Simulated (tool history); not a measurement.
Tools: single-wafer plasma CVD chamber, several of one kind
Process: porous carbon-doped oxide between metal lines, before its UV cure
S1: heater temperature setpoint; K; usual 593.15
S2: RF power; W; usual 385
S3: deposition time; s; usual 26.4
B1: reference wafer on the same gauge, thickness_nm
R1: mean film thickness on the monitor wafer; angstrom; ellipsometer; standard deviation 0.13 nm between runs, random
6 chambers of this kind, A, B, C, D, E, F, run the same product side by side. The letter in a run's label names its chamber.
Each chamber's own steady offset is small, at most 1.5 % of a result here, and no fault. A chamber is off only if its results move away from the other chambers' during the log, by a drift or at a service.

run	hour	S1	S2	S3	B1	R1
1B	12	593.15	385	26.4	107.99	1067.4
2F	27.1	593.15	385	26.4	108	1065.8
3A	36.8	593.15	385	26.4	107.95	1049
4D	46.9	593.15	385	26.4	107.95	1053.3
5C	58.9	593.15	385	26.4	107.94	1058.5
6E	72.9	593.15	440	23.3	107.91	1046.1
7B	87.4	593.15	440	23.3	107.91	1044.5
8E	100.2	593.15	440	23.3	107.86	1050.1
9A	112.5	593.15	440	23.3	107.87	1031.5
10F	121.7	593.15	440	23.3	107.89	1046.7
11C	129.8	593.15	440	23.3	107.84	1037.7
12D	144	593.15	385	26.4	107.81	1054.8
13C	158.6	593.15	385	26.4	107.85	1056.6
14E	168.6	593.15	385	26.4	107.8	1065.2
15A	181.8	593.15	385	26.4	107.76	1046.4
16B	194.4	593.15	385	26.4	107.73	1062.3
17F	205.9	593.15	385	26.4	107.79	1065.1
18D	215.2	593.15	385	23.3	107.73	932.24
19E	222.7	593.15	385	23.3	107.75	944.8
20D	231.8	593.15	385	23.3	107.77	932
21C	246.6	593.15	385	23.3	107.72	936.81
22A	256.9	593.15	385	23.3	107.72	924.11
23F	270.3	593.15	385	23.3	107.72	942.59
24B	285.4	593.15	385	26.4	107.64	1062.1
25C	296.8	593.15	385	26.4	107.65	1054.7
26B	303.9	593.15	385	26.4	107.69	1061.7
27A	312.9	593.15	385	26.4	107.64	1047.9
28F	322.9	593.15	385	26.4	107.66	1060.1
29E	337.1	593.15	385	26.4	107.61	1062.9
30D	349.9	593.15	385	26.4	107.66	1050.2
31C	357.5	593.15	385	26.4	107.6	1053.9
32F	367.8	593.15	385	26.4	107.59	1062.3
33B	376.1	593.15	385	26.4	107.59	1060
34A	389.5	593.15	385	26.4	107.56	1046.3
35E	401.9	593.15	385	26.4	107.55	1062.4
36D	414.3	593.15	385	26.4	107.55	1049.8
37F	424.4	593.15	385	26.4	107.51	1061.4
38B	433.3	593.15	385	26.4	107.53	1058.4
39D	447.4	593.15	385	26.4	107.49	1049.7
40C	456.5	593.15	440	30.3	107.51	1334.8
41A	466.1	593.15	440	30.3	107.46	1323.5
42E	474.2	593.15	440	30.3	107.48	1347.8
43A	481.7	593.15	440	30.3	107.47	1322.3

One chamber off, gauge drift, or nothing amiss beyond the chambers' own small offsets? If it is a chamber, which one, and what is the likeliest cause?

The shared gauge is drifting. All chambers look as if they move in step, but none is off.
Cause: gauge reads low (%) = 0.508.
